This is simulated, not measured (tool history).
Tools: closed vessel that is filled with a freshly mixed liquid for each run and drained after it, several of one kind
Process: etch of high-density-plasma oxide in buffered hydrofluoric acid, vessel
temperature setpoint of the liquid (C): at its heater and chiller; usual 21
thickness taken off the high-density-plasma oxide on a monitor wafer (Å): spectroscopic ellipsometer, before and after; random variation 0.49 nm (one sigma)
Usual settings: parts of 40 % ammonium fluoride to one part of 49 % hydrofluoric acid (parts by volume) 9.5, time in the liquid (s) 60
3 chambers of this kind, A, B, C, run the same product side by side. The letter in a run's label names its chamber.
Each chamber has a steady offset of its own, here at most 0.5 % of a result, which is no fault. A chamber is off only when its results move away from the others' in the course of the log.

| run | hour | temperature setpoint of the liquid (C) | parts of 40 % ammonium fluoride to one part of 49 % hydrofluoric acid (parts by volume) | time in the liquid (s) | read-back film thickness of the high-density-plasma oxide reference wafer, read on the same gauge (nm) | thickness taken off the high-density-plasma oxide on a monitor wafer (Å) |
|---|---|---|---|---|---|---|
| 1C | 5.3 | 21 | 9.5 | 60 | 150.01 | 663.61 |
| 2A | 9.1 | 21 | 9.5 | 60 | 150.04 | 649.75 |
| 3B | 12.8 | 21 | 9.5 | 60 | 150.03 | 654.27 |
| 4C | 19.4 | 21 | 9.5 | 60 | 149.99 | 664.95 |
| 5A | 27.4 | 21 | 9.5 | 60 | 150.05 | 654.04 |
| 6B | 33.8 | 21 | 9.5 | 60 | 150.02 | 649.11 |
| 7B | 38.1 | 21 | 9.5 | 60 | 150.04 | 653.65 |
| 8A | 44.4 | 21 | 9.5 | 60 | 149.95 | 651.27 |
| 9C | 52.2 | 21 | 9.5 | 60 | 150.01 | 655.51 |
| 10A | 57.2 | 21 | 9.5 | 60 | 149.97 | 651.83 |
| 11B | 65.2 | 21 | 9.5 | 60 | 149.99 | 644.21 |
| 12C | 71.1 | 18.5 | 9.5 | 60 | 149.98 | 564.65 |
|  | 75 | chamber C: hydrofluoric acid flow meter replaced |
| 13A | 79.2 | 18.5 | 9.5 | 60 | 149.96 | 567.44 |
| 14B | 87.2 | 18.5 | 9.5 | 60 | 150.02 | 571.87 |
| 15C | 91.2 | 21 | 9.5 | 60 | 150 | 655.51 |
| 16A | 95.1 | 21 | 9.5 | 60 | 149.99 | 655.05 |
| 17C | 99.5 | 19.5 | 11.5 | 60 | 150.02 | 516.23 |
| 18B | 104.7 | 19.5 | 11.5 | 60 | 149.99 | 509.66 |
| 19B | 108.9 | 19.5 | 11.5 | 60 | 150.03 | 511.01 |
| 20A | 114.5 | 21 | 9.5 | 60 | 149.98 | 656.93 |
| 21C | 122.7 | 21 | 9.5 | 60 | 150.04 | 661.26 |
| 22B | 127.6 | 21 | 9.5 | 60 | 149.97 | 656.18 |
| 23A | 132.5 | 21 | 9.5 | 60 | 150.01 | 661.78 |
| 24C | 139 | 21 | 9.5 | 60 | 150 | 668.81 |
| 25B | 144.7 | 21 | 9.5 | 60 | 150.02 | 658.85 |
| 26A | 150.7 | 21 | 9.5 | 60 | 149.99 | 650.64 |
| 27C | 155.7 | 21 | 11.5 | 60 | 149.99 | 573.22 |
| 28A | 162.8 | 21 | 11.5 | 60 | 149.98 | 557.95 |
| 29B | 168.2 | 21 | 11.5 | 60 | 149.94 | 549.43 |
| 30C | 173.4 | 23.5 | 9.5 | 60 | 150 | 774.93 |
| 31C | 181.1 | 23.5 | 9.5 | 60 | 150.06 | 781.75 |
| 32A | 187.5 | 23.5 | 9.5 | 60 | 150.04 | 754.15 |
| 33B | 192 | 21 | 9.5 | 60 | 149.99 | 664.22 |
| 34A | 197.5 | 21 | 9.5 | 60 | 149.97 | 648.63 |
| 35C | 203.4 | 21 | 6.5 | 35 | 149.98 | 589.72 |
| 36B | 211.1 | 21 | 6.5 | 35 | 150.01 | 558.92 |
| 37A | 217 | 21 | 6.5 | 35 | 149.97 | 545.77 |
| 38B | 222.7 | 21 | 8 | 35 | 149.96 | 451.87 |
| 39C | 227 | 21 | 8 | 35 | 150.03 | 484.63 |
| 40A | 234.7 | 21 | 8 | 35 | 149.97 | 440.39 |
| 41B | 241.5 | 21 | 9.5 | 60 | 150.02 | 658.8 |
| 42C | 246.1 | 21 | 9.5 | 60 | 150.03 | 712.62 |
| 43C | 249.8 | 21 | 9.5 | 60 | 150.05 | 719.16 |
| 44B | 255.2 | 21 | 9.5 | 60 | 149.98 | 656.28 |

What goes on in this fleet: one chamber off, a drifting gauge, or nothing beyond the chambers' own small offsets? Name the chamber and the cause, if any.

Chamber C drifts away from the others.
Cause: liquid hotter than its thermometer reads (K) = 1.65.
The log may not tell that from: hydrofluoric acid flow above the setpoint (%).

Here are 4 candidates for chamber C's next run, each the usual settings with a change, their results left as question marks. Which one brings its results back in line with what the others give on the usual settings?
In line means no further than this from the other chambers' mean on the usual settings: thickness taken off the high-density-plasma oxide on a monitor wafer (Å) 17
| 45C-1 | 261.2 | 21 | 10 | 60 |  | ? |
| 45C-2 | 261.2 | 21 | 9.5 | 55 |  | ? |
| 45C-3 | 261.2 | 21 | 9 | 60 |  | ? |
| 45C-4 | 261.2 | 21 | 8.5 | 60 |  | ? |

The other chambers' mean on the usual settings: thickness taken off the high-density-plasma oxide on a monitor wafer (Å) 655.08
| run | thickness taken off the high-density-plasma oxide on a monitor wafer (Å) |
|---|---|
| 45C-1 | 693.88 |
| 45C-2 | 657.4 |
| 45C-3 | 742.57 |
| 45C-4 | 790.87 |
45C-2 brings the chamber back in line.

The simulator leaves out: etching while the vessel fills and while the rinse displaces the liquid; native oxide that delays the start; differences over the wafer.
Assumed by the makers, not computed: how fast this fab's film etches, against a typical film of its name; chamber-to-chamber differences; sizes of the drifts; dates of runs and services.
